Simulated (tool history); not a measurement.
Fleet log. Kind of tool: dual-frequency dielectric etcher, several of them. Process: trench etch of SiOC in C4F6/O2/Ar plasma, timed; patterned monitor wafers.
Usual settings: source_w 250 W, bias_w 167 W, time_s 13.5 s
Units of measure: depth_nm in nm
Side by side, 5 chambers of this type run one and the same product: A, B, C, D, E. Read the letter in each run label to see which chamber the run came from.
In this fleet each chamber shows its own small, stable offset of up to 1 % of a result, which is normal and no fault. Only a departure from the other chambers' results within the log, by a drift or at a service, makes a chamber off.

| run | hour | source_w | bias_w | time_s | hours since the last wet clean | hours since the last source power generator calibration | hours since the last bias power generator calibration | read-back reference wafer on the same gauge, depth_nm | depth_nm |
|---|---|---|---|---|---|---|---|---|---|
| 1D | 6.5 | 250 | 167 | 13.5 | 92.6 | 80.6 | 2107.6 | 21.036 | 22.833 |
| 2B | 17.7 | 250 | 167 | 13.5 | 87.0 | 3698.3 | 909.8 | 21.000 | 22.769 |
| 3E | 24.3 | 250 | 167 | 13.5 | 606.0 | 3617.5 | 3195.2 | 20.990 | 22.788 |
| 4C | 30.5 | 250 | 167 | 13.5 | 248.7 | 269.2 | 71.1 | 20.988 | 22.703 |
|  | 36.3 | chamber E: wet clean of the chamber |
| 5A | 44.0 | 250 | 167 | 13.5 | 350.6 | 1767.9 | 1495.2 | 21.006 | 22.898 |
| 6C | 50.7 | 250 | 167 | 13.5 | 268.9 | 289.4 | 91.3 | 21.011 | 22.592 |
| 7D | 63.1 | 250 | 167 | 12.0 | 149.2 | 137.2 | 2164.2 | 21.004 | 20.268 |
| 8A | 74.2 | 250 | 167 | 12.0 | 380.8 | 1798.1 | 1525.4 | 20.989 | 20.334 |
| 9B | 81.5 | 250 | 167 | 12.0 | 150.8 | 3762.1 | 973.6 | 20.998 | 20.284 |
| 10E | 95.1 | 250 | 167 | 12.0 | 58.9 | 3688.3 | 3266.0 | 20.979 | 20.171 |
| 11C | 108.4 | 250 | 167 | 12.0 | 326.6 | 347.1 | 149.0 | 21.000 | 20.134 |
|  | 116.6 | chamber E: source power generator calibrated |
|  | 118.1 | chamber A: wet clean of the chamber |
| 12D | 120.4 | 270 | 167 | 13.5 | 206.5 | 194.5 | 2221.5 | 20.988 | 23.367 |
| 13E | 126.9 | 270 | 167 | 13.5 | 90.7 | 10.4 | 3297.8 | 21.017 | 23.378 |
| 14A | 138.7 | 270 | 167 | 13.5 | 20.7 | 1862.6 | 1589.9 | 20.975 | 23.487 |
| 15B | 149.0 | 270 | 167 | 13.5 | 218.3 | 3829.6 | 1041.1 | 21.007 | 23.597 |
| 16A | 162.3 | 270 | 167 | 13.5 | 44.3 | 1886.2 | 1613.5 | 20.978 | 23.573 |
| 17E | 169.5 | 250 | 167 | 13.5 | 133.3 | 53.0 | 3340.4 | 20.997 | 22.634 |
|  | 169.6 | chamber C: wet clean of the chamber |
|  | 173.3 | chamber E: bias power generator calibrated |
| 18B | 177.4 | 250 | 167 | 13.5 | 246.7 | 3858.0 | 1069.5 | 20.979 | 22.898 |
| 19C | 188.0 | 250 | 167 | 13.5 | 18.5 | 426.7 | 228.6 | 20.998 | 22.587 |
| 20D | 194.8 | 250 | 167 | 13.5 | 280.9 | 268.9 | 2295.9 | 20.990 | 22.869 |
| 21D | 208.1 | 250 | 167 | 13.5 | 294.2 | 282.2 | 2309.2 | 20.996 | 22.899 |
| 22E | 215.3 | 250 | 167 | 13.5 | 179.1 | 98.8 | 42.0 | 20.979 | 22.555 |
| 23B | 221.5 | 250 | 167 | 13.5 | 290.8 | 3902.1 | 1113.6 | 20.978 | 22.931 |
| 24C | 228.9 | 250 | 140 | 13.5 | 59.4 | 467.6 | 269.5 | 21.012 | 21.486 |
| 25A | 242.0 | 250 | 140 | 13.5 | 124.0 | 1965.9 | 1693.2 | 20.992 | 21.737 |
| 26B | 249.0 | 250 | 140 | 13.5 | 318.3 | 3929.6 | 1141.1 | 21.014 | 21.722 |
| 27C | 259.3 | 250 | 140 | 13.5 | 89.8 | 498.0 | 299.9 | 20.995 | 21.457 |
| 28E | 269.6 | 250 | 140 | 13.5 | 233.4 | 153.1 | 96.3 | 21.001 | 21.512 |
| 29A | 281.1 | 280 | 147 | 13.5 | 163.1 | 2005.0 | 1732.3 | 20.984 | 23.105 |
| 30D | 294.5 | 280 | 147 | 13.5 | 380.6 | 368.6 | 2395.6 | 21.002 | 22.802 |
| 31A | 305.6 | 280 | 147 | 13.5 | 187.6 | 2029.5 | 1756.8 | 21.006 | 22.981 |
| 32E | 318.9 | 280 | 147 | 13.5 | 282.7 | 202.4 | 145.6 | 21.015 | 22.817 |

One chamber off, gauge drift, or nothing amiss beyond the chambers' own small offsets? If it is a chamber, which one, and what is the likeliest cause?

No chamber is off and the gauge is stable; the differences are just each chamber's small, constant offset.
